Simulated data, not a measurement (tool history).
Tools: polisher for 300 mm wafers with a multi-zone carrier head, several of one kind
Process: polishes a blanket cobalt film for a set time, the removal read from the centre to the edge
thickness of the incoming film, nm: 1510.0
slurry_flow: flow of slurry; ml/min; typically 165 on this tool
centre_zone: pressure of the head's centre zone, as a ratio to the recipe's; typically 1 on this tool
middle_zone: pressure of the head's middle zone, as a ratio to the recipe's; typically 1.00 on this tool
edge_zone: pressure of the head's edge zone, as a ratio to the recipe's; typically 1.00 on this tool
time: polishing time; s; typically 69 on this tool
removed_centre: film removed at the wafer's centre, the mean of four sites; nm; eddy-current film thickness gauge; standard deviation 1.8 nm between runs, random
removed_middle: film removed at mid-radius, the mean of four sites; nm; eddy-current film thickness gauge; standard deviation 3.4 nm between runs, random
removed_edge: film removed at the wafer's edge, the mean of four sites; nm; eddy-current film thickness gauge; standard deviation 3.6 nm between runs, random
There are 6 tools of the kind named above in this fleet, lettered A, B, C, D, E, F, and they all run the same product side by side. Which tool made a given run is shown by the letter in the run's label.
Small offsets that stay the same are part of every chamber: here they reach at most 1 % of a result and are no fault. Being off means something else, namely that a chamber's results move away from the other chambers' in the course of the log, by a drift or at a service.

| run | day | slurry_flow | centre_zone | middle_zone | edge_zone | time | removed_centre | removed_middle | removed_edge |
|---|---|---|---|---|---|---|---|---|---|
| 1F | 0.288 | 165 | 1 | 1.00 | 1.00 | 69 | 259.27 | 261.03 | 254.22 |
|  | 0.317 | chamber F: centre zone pressure recalibrated |
| 2C | 0.583 | 165 | 1 | 1.00 | 1.00 | 69 | 260.26 | 260.22 | 260.02 |
| 3D | 0.858 | 165 | 1 | 1.00 | 1.00 | 69 | 264.64 | 262.91 | 259.13 |
| 4E | 1.175 | 165 | 1 | 1.00 | 1.00 | 69 | 263.59 | 260.93 | 259.71 |
| 5B | 1.508 | 165 | 1 | 1.00 | 1.00 | 69 | 262.30 | 251.90 | 259.67 |
| 6A | 1.900 | 165 | 1 | 1.00 | 1.00 | 69 | 258.12 | 259.51 | 259.72 |
|  | 1.917 | chamber C: worn pad replaced by a new one |
| 7F | 2.158 | 165 | 1 | 1.00 | 1.00 | 69 | 261.51 | 255.68 | 255.42 |
| 8D | 2.542 | 165 | 1 | 1.00 | 1.00 | 69 | 258.44 | 257.60 | 258.46 |
|  | 2.596 | chamber D: worn pad replaced by a new one |
| 9B | 2.817 | 165 | 1 | 1.00 | 1.00 | 69 | 263.16 | 259.42 | 257.19 |
| 10C | 3.017 | 165 | 1 | 1.00 | 1.00 | 69 | 259.89 | 259.24 | 261.82 |
| 11A | 3.250 | 165 | 1 | 1.00 | 1.00 | 69 | 258.31 | 259.59 | 262.55 |
| 12E | 3.446 | 165 | 1 | 1.00 | 1.00 | 69 | 260.53 | 254.60 | 265.71 |
| 13B | 3.788 | 165 | 1 | 1.10 | 1.00 | 69 | 265.15 | 284.34 | 259.97 |
|  | 3.900 | chamber C: slurry nozzle cleaned |
| 14E | 4.183 | 165 | 1 | 1.10 | 1.00 | 69 | 261.97 | 281.88 | 265.97 |
|  | 4.442 | chamber F: worn pad replaced by a new one |
| 15F | 4.558 | 165 | 1 | 1.10 | 1.00 | 69 | 258.63 | 280.09 | 263.87 |
|  | 4.579 | chamber A: worn pad replaced by a new one |
| 16D | 4.892 | 165 | 1 | 1.10 | 1.00 | 69 | 264.13 | 289.74 | 264.57 |
| 17C | 5.312 | 165 | 1 | 1.10 | 1.00 | 69 | 260.65 | 276.26 | 258.63 |
| 18A | 5.508 | 165 | 1 | 1.10 | 1.00 | 69 | 259.90 | 279.97 | 259.64 |
| 19A | 5.888 | 165 | 1 | 1.00 | 1.00 | 69 | 257.86 | 262.34 | 261.15 |
|  | 6.104 | chamber C: worn pad replaced by a new one |
| 20B | 6.279 | 165 | 1 | 1.00 | 1.00 | 69 | 257.55 | 251.76 | 254.91 |
|  | 6.454 | chamber B: worn pad replaced by a new one |
| 21E | 6.508 | 165 | 1 | 1.00 | 1.00 | 69 | 254.94 | 253.38 | 255.95 |
| 22D | 6.883 | 165 | 1 | 1.00 | 1.00 | 69 | 262.09 | 265.16 | 252.98 |
|  | 7.175 | chamber C: edge zone pressure recalibrated |
| 23C | 7.279 | 165 | 1 | 1.00 | 1.00 | 69 | 261.07 | 260.28 | 260.52 |
| 24F | 7.529 | 165 | 1 | 1.00 | 1.00 | 69 | 263.50 | 261.05 | 266.33 |
| 25E | 7.825 | 165 | 1 | 1.00 | 1.00 | 69 | 253.44 | 249.61 | 252.07 |
| 26C | 8.229 | 165 | 1 | 1.00 | 1.00 | 69 | 261.51 | 261.65 | 266.82 |
|  | 8.367 | chamber D: worn pad replaced by a new one |
| 27A | 8.450 | 165 | 1 | 1.00 | 1.00 | 69 | 262.34 | 263.52 | 259.19 |
| 28B | 8.675 | 165 | 1 | 1.00 | 1.00 | 69 | 261.34 | 258.97 | 265.37 |
| 29D | 8.879 | 165 | 1 | 1.00 | 1.00 | 69 | 261.67 | 262.02 | 261.40 |
| 30F | 9.167 | 165 | 1 | 1.00 | 1.00 | 69 | 261.49 | 259.07 | 259.76 |
| 31B | 9.388 | 165 | 1 | 1.08 | 1.00 | 91 | 343.37 | 365.06 | 345.94 |
| 32E | 9.646 | 165 | 1 | 1.08 | 1.00 | 91 | 320.08 | 352.00 | 315.77 |
|  | 9.783 | chamber C: worn pad replaced by a new one |
| 33A | 9.850 | 165 | 1 | 1.08 | 1.00 | 91 | 341.52 | 374.21 | 343.64 |
|  | 10.000 | chamber F: worn pad replaced by a new one |
| 34C | 10.121 | 165 | 1 | 1.08 | 1.00 | 91 | 338.73 | 378.07 | 342.36 |
| 35D | 10.496 | 165 | 1 | 1.08 | 1.00 | 91 | 345.62 | 378.59 | 337.29 |
| 36F | 10.792 | 165 | 1 | 1.08 | 1.00 | 91 | 347.86 | 371.81 | 351.64 |
| 37F | 10.996 | 165 | 1 | 1.00 | 1.00 | 69 | 260.49 | 260.55 | 261.35 |
| 38A | 11.246 | 145 | 1 | 1.00 | 1.09 | 69 | 253.72 | 257.50 | 271.11 |
| 39E | 11.642 | 145 | 1 | 1.00 | 1.09 | 69 | 230.39 | 231.41 | 248.37 |

What goes on in this fleet: one chamber off, a drifting gauge, or nothing beyond the chambers' own small offsets? Name the chamber and the cause, if any.

It is chamber E that slowly wanders off from its peers.
Cause: removal rate lost through wear of the pad, % = 9.03.
With only this log, it may be confused with: slurry flow missing at the pad, %.

Chamber E could run next with any of the 4 candidate recipes listed below; each alters the usual settings, and their results appear as question marks. Which one brings its results back in line with what the other chambers deliver on the usual settings?
Counts as in line when no further than this from what the other chambers average on the usual settings: removed_centre 6.30 nm; removed_middle 12.00 nm; removed_edge 12.00 nm
| 40E-1 | 11.954 | 160 | 1.00 | 0.99 | 1.00 | 63 | ? | ? | ? |
| 40E-2 | 11.954 | 170 | 1.00 | 1.01 | 1.00 | 79 | ? | ? | ? |
| 40E-3 | 11.954 | 160 | 0.99 | 0.98 | 1.01 | 60 | ? | ? | ? |
| 40E-4 | 11.954 | 170 | 1.00 | 1.01 | 1.00 | 75 | ? | ? | ? |

The other chambers' mean on the usual settings: removed_centre 260.88 nm; removed_middle 260.73 nm; removed_edge 259.85 nm
| run | removed_centre | removed_middle | removed_edge |
|---|---|---|---|
| 40E-1 | 216.89 | 213.10 | 214.60 |
| 40E-2 | 275.26 | 275.12 | 271.08 |
| 40E-3 | 204.26 | 201.05 | 205.46 |
| 40E-4 | 261.32 | 261.19 | 257.35 |
40E-4 puts the chamber back in line with the other chambers.

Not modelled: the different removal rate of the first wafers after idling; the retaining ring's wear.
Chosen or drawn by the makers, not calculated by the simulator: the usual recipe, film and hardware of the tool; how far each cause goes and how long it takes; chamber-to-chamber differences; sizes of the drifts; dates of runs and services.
